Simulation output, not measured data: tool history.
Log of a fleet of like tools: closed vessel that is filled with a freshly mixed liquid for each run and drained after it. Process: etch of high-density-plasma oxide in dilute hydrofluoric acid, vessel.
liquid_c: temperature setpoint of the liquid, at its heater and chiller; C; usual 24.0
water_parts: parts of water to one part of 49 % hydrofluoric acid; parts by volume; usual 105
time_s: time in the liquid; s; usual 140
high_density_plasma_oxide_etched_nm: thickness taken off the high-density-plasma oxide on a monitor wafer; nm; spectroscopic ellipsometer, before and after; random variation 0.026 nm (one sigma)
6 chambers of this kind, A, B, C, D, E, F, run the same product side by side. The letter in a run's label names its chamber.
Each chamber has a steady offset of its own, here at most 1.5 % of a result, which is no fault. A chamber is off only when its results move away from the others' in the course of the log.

run     day  liquid_c  water_parts  time_s  read-back film thickness of the high-density-plasma oxide reference wafer, read on the same gauge (nm)  high_density_plasma_oxide_etched_nm
 1B   0.421      24.0          105     140                                                                                                  39.981                               6.7540
 2C   0.788      24.0          105     140                                                                                                  39.997                               6.7317
 3D   1.433      24.0          105     140                                                                                                  39.982                               6.7917
 4F   1.829      24.0          105     140                                                                                                  40.034                               6.7596
 5A   2.375      24.0          105     140                                                                                                  39.973                               6.6806
 6E   2.683      24.0          105     140                                                                                                  40.026                               6.7882
 7D   3.125      24.0          105     140                                                                                                  40.016                               6.7630
 8B   3.483      24.0          105     140                                                                                                  40.014                               6.8244
 9A   3.779      24.0          105     140                                                                                                  39.929                               6.6769
10F   4.321      24.0          105     140                                                                                                  40.005                               6.7477
11E   4.754      24.0          105     140                                                                                                  40.002                               6.7986
12C   5.367      24.0          105     140                                                                                                  39.987                               6.7469
13A   5.983      24.0          105     140                                                                                                  39.990                               6.6564
14F   6.438      24.0          105     140                                                                                                  40.051                               6.7593
15D   6.758      26.5          105     140                                                                                                  40.008                               7.4608
16B   7.042      26.5          105     140                                                                                                  39.958                               7.4965
      7.246  -- chamber E: thermometer replaced
17E   7.404      26.5          105     140                                                                                                  40.023                               7.5381
18C   7.971      26.5          105     140                                                                                                  40.011                               7.4153
19D   8.358      26.5          105     140                                                                                                  39.964                               7.4927
20E   8.917      26.5          105     140                                                                                                  39.967                               7.5185
21C   9.246      24.0          105     140                                                                                                  39.986                               6.7509
22F   9.596      24.0          105     140                                                                                                  39.952                               6.8089
23A  10.225      24.0          105     140                                                                                                  40.010                               6.7081
24B  10.633      24.0          105     140                                                                                                  40.017                               6.7661
     11.083  -- chamber F: thermometer replaced
25C  11.146      24.0          140     175                                                                                                  39.983                               6.0808
26E  11.721      24.0          140     175                                                                                                  39.994                               6.1377
     11.821  -- chamber E: hydrofluoric acid flow meter replaced
27B  12.075      24.0          140     175                                                                                                  40.026                               6.1240
28D  12.608      24.0          140     175                                                                                                  40.040                               6.1071
29A  13.233      24.0          140     175                                                                                                  39.946                               6.0586
30F  13.821      24.0          140     175                                                                                                  39.993                               6.0924
31C  14.146      24.0          105     140                                                                                                  39.995                               6.7385
32E  14.629      24.0          105     140                                                                                                  40.005                               6.8044
33D  15.058      24.0          105     140                                                                                                  39.974                               6.8025
     15.138  -- chamber D: hydrofluoric acid flow meter replaced
34F  15.708      24.0          105     140                                                                                                  39.991                               6.7959
     16.304  -- chamber C: hydrofluoric acid flow meter replaced
35B  16.350      24.0          105     140                                                                                                  39.973                               6.8095
36A  16.638      24.0          105     140                                                                                                  40.007                               6.6524
37B  17.267      24.0          105     140                                                                                                  40.019                               6.7883
38E  17.817      24.0          105      60                                                                                                  40.015                               2.9302
     17.825  -- chamber C: thermometer replaced
39C  18.133      24.0          105      60                                                                                                  40.024                               2.8835
40F  18.696      24.0          105      60                                                                                                  40.013                               2.8928
41D  19.021      24.0          105      60                                                                                                  40.019                               2.9288
42A  19.608      24.0          105      60                                                                                                  40.004                               2.8796

All 6 chambers run these settings next. Forecast each chamber's results:
43A  20.079      24.0           75     140                                                                                                                                            ?
43B  20.079      24.0           75     140                                                                                                                                            ?
43C  20.079      24.0           75     140                                                                                                                                            ?
43D  20.079      24.0           75     140                                                                                                                                            ?
43E  20.079      24.0           75     140                                                                                                                                            ?
43F  20.079      24.0           75     140                                                                                                                                            ?

run  high_density_plasma_oxide_etched_nm
43A                               9.6322
43B                               9.7841
43C                               9.7783
43D                               9.8324
43E                              10.0080
43F                               9.7667
